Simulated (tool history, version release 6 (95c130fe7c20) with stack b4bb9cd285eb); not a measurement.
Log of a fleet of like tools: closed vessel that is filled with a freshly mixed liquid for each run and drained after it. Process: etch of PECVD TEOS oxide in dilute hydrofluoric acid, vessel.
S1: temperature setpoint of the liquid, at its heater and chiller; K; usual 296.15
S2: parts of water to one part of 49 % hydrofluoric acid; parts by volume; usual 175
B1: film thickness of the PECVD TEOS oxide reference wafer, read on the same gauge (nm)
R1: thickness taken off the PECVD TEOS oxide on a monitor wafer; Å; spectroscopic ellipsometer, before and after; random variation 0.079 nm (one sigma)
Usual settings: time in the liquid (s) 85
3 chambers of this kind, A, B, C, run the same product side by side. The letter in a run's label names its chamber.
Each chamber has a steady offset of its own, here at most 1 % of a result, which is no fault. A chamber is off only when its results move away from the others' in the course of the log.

Run 1A, hour 10.1: usual settings; B1 149.99. Result: R1 109.130 Å.
Run 2C, hour 21.8: usual settings; B1 150.00. Result: R1 108.950 Å.
Run 3B, hour 33.9: usual settings; B1 150.00. Result: R1 108.410 Å.
Run 4A, hour 40.7: usual settings; B1 149.99. Result: R1 109.800 Å.
Run 5B, hour 48.2: usual settings but S1 293.65 K; B1 150.01. Result: R1 98.314 Å.
Run 6C, hour 55.8: usual settings but S1 293.65 K; B1 150.00. Result: R1 99.166 Å.
Run 7C, hour 67.6: usual settings but S1 293.65 K; B1 149.99. Result: R1 99.385 Å.
Run 8A, hour 76.8: usual settings; B1 150.01. Result: R1 110.820 Å.
Run 9B, hour 87.8: usual settings; B1 149.99. Result: R1 107.380 Å.
Run 10C, hour 99.9: usual settings; B1 150.00. Result: R1 109.890 Å.
Run 11A, hour 110.5: usual settings; B1 150.00. Result: R1 109.280 Å.
Run 12B, hour 118.2: usual settings; B1 150.00. Result: R1 109.230 Å.
Run 13B, hour 130.4: usual settings; B1 150.01. Result: R1 110.840 Å.
Run 14C, hour 137.5: usual settings; B1 150.00. Result: R1 109.480 Å.
Run 15A, hour 143.8: usual settings; B1 149.99. Result: R1 109.160 Å.
Run 16B, hour 151.6: usual settings; B1 149.98. Result: R1 111.870 Å.
Run 17C, hour 162.7: usual settings; B1 150.00. Result: R1 108.080 Å.
Run 18A, hour 174.4: usual settings; B1 150.01. Result: R1 109.450 Å.
Run 19C, hour 179.9: usual settings; B1 150.01. Result: R1 109.240 Å.
Run 20B, hour 191.0: usual settings; B1 150.00. Result: R1 111.180 Å.
Run 21A, hour 197.4: usual settings; B1 149.98. Result: R1 111.120 Å.
Run 22C, hour 208.1: usual settings; B1 150.00. Result: R1 108.920 Å.

What goes on in this fleet: one chamber off, a drifting gauge, or nothing beyond the chambers' own small offsets? Name the chamber and the cause, if any.

Chamber B drifts away from the others.
Cause: hydrofluoric acid flow above the setpoint (%) = 4.22.
The log may not tell that from: liquid hotter than its thermometer reads (K).

Here are 4 candidates for chamber B's next run, each the usual settings with a change, their results left as question marks. Which one brings its results back in line with what the others give on the usual settings?
In line means no further than this from the other chambers' mean on the usual settings: R1 2.800 Å
Run 23B-1, hour 216.9: usual settings but S1 294.15 K. Result: R1 ?.
Run 23B-2, hour 216.9: usual settings but S1 297.15 K. Result: R1 ?.
Run 23B-3, hour 216.9: usual settings but S2 170 parts by volume, time in the liquid (s) 90. Result: R1 ?.
Run 23B-4, hour 216.9: usual settings but S2 180 parts by volume. Result: R1 ?.

The other chambers' mean on the usual settings: R1 109.390 Å
  run       R1
23B-1  105.190
23B-2  117.880
23B-3  124.460
23B-4  109.760
23B-4 brings the chamber back in line.

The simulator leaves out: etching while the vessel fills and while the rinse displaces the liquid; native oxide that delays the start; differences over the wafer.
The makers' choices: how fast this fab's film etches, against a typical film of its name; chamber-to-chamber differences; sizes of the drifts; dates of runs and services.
